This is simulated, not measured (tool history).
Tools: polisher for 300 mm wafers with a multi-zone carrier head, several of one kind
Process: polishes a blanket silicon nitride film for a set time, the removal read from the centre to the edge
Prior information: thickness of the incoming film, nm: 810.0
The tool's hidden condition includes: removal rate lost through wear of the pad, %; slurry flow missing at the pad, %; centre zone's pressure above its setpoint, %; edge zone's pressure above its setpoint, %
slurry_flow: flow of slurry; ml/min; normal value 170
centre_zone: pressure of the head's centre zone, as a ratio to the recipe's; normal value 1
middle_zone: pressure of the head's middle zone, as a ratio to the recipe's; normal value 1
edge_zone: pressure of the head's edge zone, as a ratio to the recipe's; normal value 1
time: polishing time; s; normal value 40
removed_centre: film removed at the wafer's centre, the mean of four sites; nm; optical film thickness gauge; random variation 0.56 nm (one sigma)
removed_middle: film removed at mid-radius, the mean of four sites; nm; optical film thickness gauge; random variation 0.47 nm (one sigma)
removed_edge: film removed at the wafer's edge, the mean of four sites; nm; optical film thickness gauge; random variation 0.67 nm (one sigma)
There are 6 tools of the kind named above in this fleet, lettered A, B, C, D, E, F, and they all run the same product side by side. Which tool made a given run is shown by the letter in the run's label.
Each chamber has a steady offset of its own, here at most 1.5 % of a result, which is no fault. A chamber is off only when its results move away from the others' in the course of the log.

run   hour  slurry_flow  centre_zone  middle_zone  edge_zone  time  wafers polished on this pad  hours since the slurry nozzle was cleaned  hours since the centre zone pressure was calibrated  hours since the edge zone pressure was calibrated  removed_centre  removed_middle  removed_edge
       1.3  -- chamber A: worn pad replaced by a new one
 1A    7.2          170            1            1          1    40                           61                                      553.6                                                284.3                                              314.4          44.884          45.006         45.11
         9  -- chamber E: worn pad replaced by a new one
      10.1  -- chamber F: worn pad replaced by a new one
 2E   14.2          170            1            1          1    40                           53                                      190.3                                                641.2                                               27.7          44.022          44.924        45.071
      17.3  -- chamber C: worn pad replaced by a new one
 3C   18.7          170            1            1          1    40                           14                                      425.7                                                 66.1                                              337.1          44.415          44.728        44.783
 4B   24.7          170            1            1          1    40                          426                                       50.9                                                225.6                                              975.8          45.488          44.494        45.729
 5D   29.7          170            1            1          1    40                          403                                      204.5                                                577.3                                                269          44.025          44.491        45.054
 6F   33.5          170            1            1          1    40                          240                                      616.2                                                 89.3                                              606.3           45.39          45.429        45.677
 7A   37.8          170            1            1          1    40                          374                                      584.2                                                314.9                                                345          45.109          44.006        46.179
 8E   42.7          170            1            1          1    40                          345                                      218.8                                                669.7                                               56.2          44.643          44.276        44.493
 9B   46.4          170            1            1          1    40                          648                                       72.6                                                247.3                                              997.5          44.948          44.502        44.641
      49.5  -- chamber B: worn pad replaced by a new one
      51.9  -- chamber A: worn pad replaced by a new one
10D   52.1          170            1            1          1    40                          633                                      226.9                                                599.7                                              291.4          45.086          45.595        44.654
11C   57.3          170            1            1          1    40                          410                                      464.3                                                104.7                                              375.7          44.233           44.48         44.34
12F   61.3          170            1            1          1    40                          525                                        644                                                117.1                                              634.1          45.687          45.816        44.632
        67  -- chamber C: worn pad replaced by a new one
13F   68.1          170            1            1          1    40                          595                                      650.8                                                123.9                                              640.9          45.346          45.391        44.022
14B   73.8          170            1            1          1    40                          249                                        100                                                274.7                                             1024.9          45.293          44.015        44.457
      75.5  -- chamber A: slurry nozzle cleaned
15D   79.6          170            1            1          1    40                          915                                      254.4                                                627.2                                              318.9          45.134           45.17        45.074
16E   85.8          170            1            1          1    40                          787                                      261.9                                                712.8                                               99.3          44.979          44.225        44.438
17A   91.7          170            1            1          1    40                          408                                       16.3                                                368.8                                              398.9          44.389          44.685        45.355
      93.1  -- chamber D: worn pad replaced by a new one
      95.1  -- chamber D: slurry nozzle cleaned
18C   96.1          170            1            1          1    40                          298                                      503.1                                                143.5                                              414.5          44.968           45.36        43.971
19B  100.8          170            1            1          1    40                          526                                        127                                                301.7                                             1051.9          44.652          45.086        44.571
20A  104.6          170            1            1          1    40                          540                                       29.2                                                381.7                                              411.8          44.827          45.255        45.054
     106.1  -- chamber B: worn pad replaced by a new one
     107.7  -- chamber A: edge zone pressure recalibrated
21E  110.8          110         0.92            1          1    40                         1043                                      286.9                                                737.8                                              124.3          36.393           40.77        41.862
     112.3  -- chamber A: worn pad replaced by a new one
22F  114.3          110         0.92            1          1    40                         1068                                        697                                                170.1                                              687.1          36.807          40.892        42.953
23C  119.6          110         0.92            1          1    40                          539                                      526.6                                                  167                                                438          36.463          40.766        42.562
24D    123          110         0.92            1          1    40                          306                                         28                                                670.6                                              362.3          37.596           41.23        43.166
25C  129.1          110         0.92            1          1    40                          636                                      536.1                                                176.5                                              447.5          36.974          41.314        41.779
     130.5  -- chamber C: worn pad replaced by a new one
26A    134          110         0.92            1          1    40                          222                                       58.6                                                411.1                                               26.4          36.808          41.467        42.988
     134.2  -- chamber F: worn pad replaced by a new one
27E  141.4          170            1            1          1    40                         1356                                      317.5                                                768.4                                              154.9          45.909          45.019        43.989
28D  146.6          170            1            1          1    40                          548                                       51.6                                                694.2                                              385.9          45.672          44.482         44.66
     149.2  -- chamber E: worn pad replaced by a new one
29F  153.4          170            1         0.93       0.96    40                          197                                      736.1                                                209.2                                              726.2          45.709          42.548        44.991
30B    160          170            1         0.93       0.96    40                          552                                      186.2                                                360.9                                             1111.1          44.428          42.067         43.47
     161.3  -- chamber A: worn pad replaced by a new one
       163  -- chamber F: slurry nozzle cleaned
31C    165          170            1         0.93       0.96    40                          354                                        572                                                212.4                                              483.4          44.171           41.62        43.888
32E  169.7          170            1         0.93       0.96    40                          210                                      345.8                                                796.7                                              183.2          46.208          41.593         43.83
33A  176.4          170            1         0.93       0.96    40                          154                                        101                                                453.5                                               68.8          44.661          41.124         44.34
     176.8  -- chamber B: worn pad replaced by a new one
34F  181.4          170            1         0.93       0.96    40                          484                                       18.4                                                237.2                                              754.2          44.834          42.566        45.196
35D  185.9          170            1            1          1    40                          951                                       90.9                                                733.5                                              425.2          44.859          45.202        45.414
36B  192.4          170            1            1          1    40                          160                                      218.6                                                393.3                                             1143.5          44.572          45.268        45.189
     192.7  -- chamber D: worn pad replaced by a new one
37D  197.8          170            1            1          1    28                           52                                      102.8                                                745.4                                              437.1          31.873          31.881        32.139

Read the log: is a single chamber off, either drifting away or since a service, is the gauge that measures every chamber drifting, or is nothing wrong beyond small per-chamber offsets? Name any odd chamber and what most likely caused it.

No chamber stands off beyond its own small offset, and the gauge holds steady.
